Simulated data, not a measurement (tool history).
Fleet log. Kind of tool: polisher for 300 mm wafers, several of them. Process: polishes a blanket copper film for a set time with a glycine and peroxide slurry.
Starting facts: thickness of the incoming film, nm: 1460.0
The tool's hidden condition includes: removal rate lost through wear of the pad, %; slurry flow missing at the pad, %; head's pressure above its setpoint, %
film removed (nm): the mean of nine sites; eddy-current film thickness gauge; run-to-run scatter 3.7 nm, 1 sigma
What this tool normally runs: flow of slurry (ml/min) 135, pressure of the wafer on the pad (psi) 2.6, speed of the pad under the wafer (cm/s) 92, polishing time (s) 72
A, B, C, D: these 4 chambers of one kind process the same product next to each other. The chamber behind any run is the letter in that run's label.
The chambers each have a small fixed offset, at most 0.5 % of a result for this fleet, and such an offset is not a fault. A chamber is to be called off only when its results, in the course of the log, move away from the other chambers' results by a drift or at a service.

| run | day | flow of slurry (ml/min) | pressure of the wafer on the pad (psi) | speed of the pad under the wafer (cm/s) | polishing time (s) | wafers polished on this pad | hours since the slurry nozzle was cleaned | hours since the head pressure was calibrated | film removed (nm) |
|---|---|---|---|---|---|---|---|---|---|
| 1B | 0.258 | 135 | 2.6 | 92 | 72 | 394 | 508.3 | 694.0 | 419.54 |
|  | 0.358 | chamber A: worn pad replaced by a new one |
| 2A | 0.592 | 135 | 2.6 | 92 | 72 | 81 | 23.9 | 281.3 | 415.91 |
| 3C | 0.929 | 135 | 2.6 | 92 | 72 | 431 | 142.5 | 166.4 | 415.30 |
|  | 0.992 | chamber B: head pressure recalibrated |
| 4D | 1.196 | 135 | 2.6 | 92 | 72 | 1192 | 353.5 | 183.5 | 418.94 |
|  | 1.446 | chamber B: worn pad replaced by a new one |
| 5D | 1.508 | 135 | 2.6 | 92 | 72 | 1300 | 361.0 | 191.0 | 415.57 |
| 6B | 1.871 | 135 | 2.6 | 92 | 72 | 148 | 547.0 | 21.2 | 422.17 |
|  | 1.896 | chamber D: worn pad replaced by a new one |
|  | 2.012 | chamber C: worn pad replaced by a new one |
| 7C | 2.112 | 135 | 2.6 | 92 | 72 | 35 | 170.9 | 194.8 | 421.31 |
| 8A | 2.488 | 135 | 2.6 | 92 | 72 | 739 | 69.4 | 326.8 | 419.88 |
| 9A | 2.688 | 135 | 2.6 | 92 | 72 | 809 | 74.2 | 331.6 | 416.59 |
|  | 2.842 | chamber A: worn pad replaced by a new one |
| 10C | 2.867 | 135 | 2.6 | 92 | 72 | 297 | 189.0 | 212.9 | 411.89 |
| 11B | 3.192 | 135 | 2.6 | 92 | 72 | 607 | 578.7 | 52.9 | 418.48 |
|  | 3.492 | chamber B: slurry nozzle cleaned |
| 12D | 3.558 | 135 | 2.6 | 106 | 72 | 577 | 410.2 | 240.2 | 465.76 |
| 13D | 3.842 | 135 | 2.6 | 106 | 72 | 675 | 417.0 | 247.0 | 463.22 |
|  | 3.879 | chamber B: worn pad replaced by a new one |
| 14B | 4.192 | 135 | 2.6 | 106 | 72 | 109 | 16.9 | 76.9 | 472.35 |
|  | 4.454 | chamber C: worn pad replaced by a new one |
| 15A | 4.546 | 135 | 2.6 | 106 | 72 | 592 | 118.8 | 376.2 | 469.61 |
| 16C | 4.921 | 135 | 2.6 | 92 | 72 | 162 | 238.3 | 262.2 | 407.04 |
| 17C | 5.121 | 135 | 2.6 | 92 | 72 | 232 | 243.1 | 267.0 | 411.55 |
| 18A | 5.329 | 135 | 1.9 | 92 | 72 | 864 | 137.6 | 395.0 | 320.79 |
|  | 5.421 | chamber A: worn pad replaced by a new one |
| 19B | 5.496 | 135 | 1.9 | 92 | 72 | 562 | 48.2 | 108.2 | 328.16 |
| 20D | 5.742 | 135 | 1.9 | 92 | 72 | 1334 | 462.6 | 292.6 | 332.73 |
|  | 5.800 | chamber B: worn pad replaced by a new one |
|  | 6.046 | chamber D: worn pad replaced by a new one |
| 21C | 6.112 | 135 | 1.9 | 92 | 72 | 576 | 266.9 | 290.8 | 315.01 |
| 22A | 6.388 | 135 | 2.6 | 92 | 72 | 336 | 163.0 | 420.4 | 421.71 |
| 23B | 6.558 | 135 | 2.6 | 92 | 72 | 263 | 73.7 | 133.7 | 418.42 |
|  | 6.717 | chamber C: worn pad replaced by a new one |
| 24D | 6.942 | 135 | 3.2 | 122 | 72 | 311 | 491.4 | 321.4 | 622.22 |
| 25B | 7.242 | 135 | 3.2 | 122 | 72 | 501 | 90.1 | 150.1 | 632.82 |
| 26D | 7.571 | 135 | 3.2 | 122 | 72 | 529 | 506.5 | 336.5 | 623.83 |
|  | 7.754 | chamber A: worn pad replaced by a new one |
| 27C | 7.867 | 135 | 3.2 | 122 | 72 | 400 | 309.0 | 332.9 | 589.58 |
|  | 8.050 | chamber A: slurry nozzle cleaned |
| 28A | 8.179 | 135 | 2.6 | 92 | 72 | 147 | 3.2 | 463.4 | 415.55 |
|  | 8.283 | chamber B: worn pad replaced by a new one |
| 29B | 8.500 | 135 | 2.6 | 92 | 72 | 75 | 120.3 | 180.3 | 421.33 |
| 30D | 8.817 | 135 | 2.6 | 92 | 72 | 962 | 536.4 | 366.4 | 414.00 |
| 31C | 9.125 | 100 | 2.1 | 92 | 72 | 836 | 339.2 | 363.1 | 300.16 |
|  | 9.283 | chamber C: worn pad replaced by a new one |
| 32A | 9.488 | 100 | 2.1 | 92 | 72 | 601 | 34.6 | 494.8 | 328.68 |
| 33A | 9.854 | 100 | 2.1 | 92 | 72 | 728 | 43.4 | 503.6 | 332.95 |
| 34C | 10.129 | 100 | 2.1 | 92 | 72 | 294 | 363.3 | 387.2 | 296.94 |
|  | 10.158 | chamber D: worn pad replaced by a new one |
| 35D | 10.321 | 135 | 2.6 | 92 | 72 | 57 | 572.5 | 402.5 | 418.57 |
|  | 10.529 | chamber B: worn pad replaced by a new one |
| 36B | 10.654 | 135 | 2.6 | 92 | 72 | 43 | 172.0 | 232.0 | 415.05 |
| 37B | 10.842 | 135 | 2.6 | 92 | 72 | 108 | 176.5 | 236.5 | 416.55 |
| 38D | 11.050 | 170 | 2.6 | 92 | 58 | 310 | 590.0 | 420.0 | 352.06 |
| 39C | 11.283 | 170 | 2.6 | 92 | 58 | 695 | 391.0 | 414.9 | 324.59 |

What goes on in this fleet: one chamber off, a drifting gauge, or nothing beyond the chambers' own small offsets? Name the chamber and the cause, if any.

One chamber, C, drifts off from the rest bit by bit.
What lies behind it: slurry flow missing at the pad, % = 36.5.
Not necessarily distinguishable in this log from: head's pressure below its setpoint, %.

Here are 4 candidates for chamber C's next run, each the usual settings with a change, their results left as question marks. Which one brings its results back in line with what the others give on the usual settings?
In line here means within this much of the mean the other chambers give on the usual settings: film removed (nm) 13.00
| 40C-1 | 11.562 | 135 | 2.5 | 90 | 72 |  |  |  | ? |
| 40C-2 | 11.562 | 135 | 2.6 | 80 | 72 |  |  |  | ? |
| 40C-3 | 11.562 | 135 | 2.6 | 94 | 74 |  |  |  | ? |
| 40C-4 | 11.562 | 140 | 3.0 | 92 | 72 |  |  |  | ? |

Mean of the other chambers on the usual settings: film removed (nm) 418.36
| run | film removed (nm) |
|---|---|
| 40C-1 | 354.71 |
| 40C-2 | 333.45 |
| 40C-3 | 389.40 |
| 40C-4 | 422.59 |
40C-4 is the one that brings the chamber's results back in line with the other chambers.

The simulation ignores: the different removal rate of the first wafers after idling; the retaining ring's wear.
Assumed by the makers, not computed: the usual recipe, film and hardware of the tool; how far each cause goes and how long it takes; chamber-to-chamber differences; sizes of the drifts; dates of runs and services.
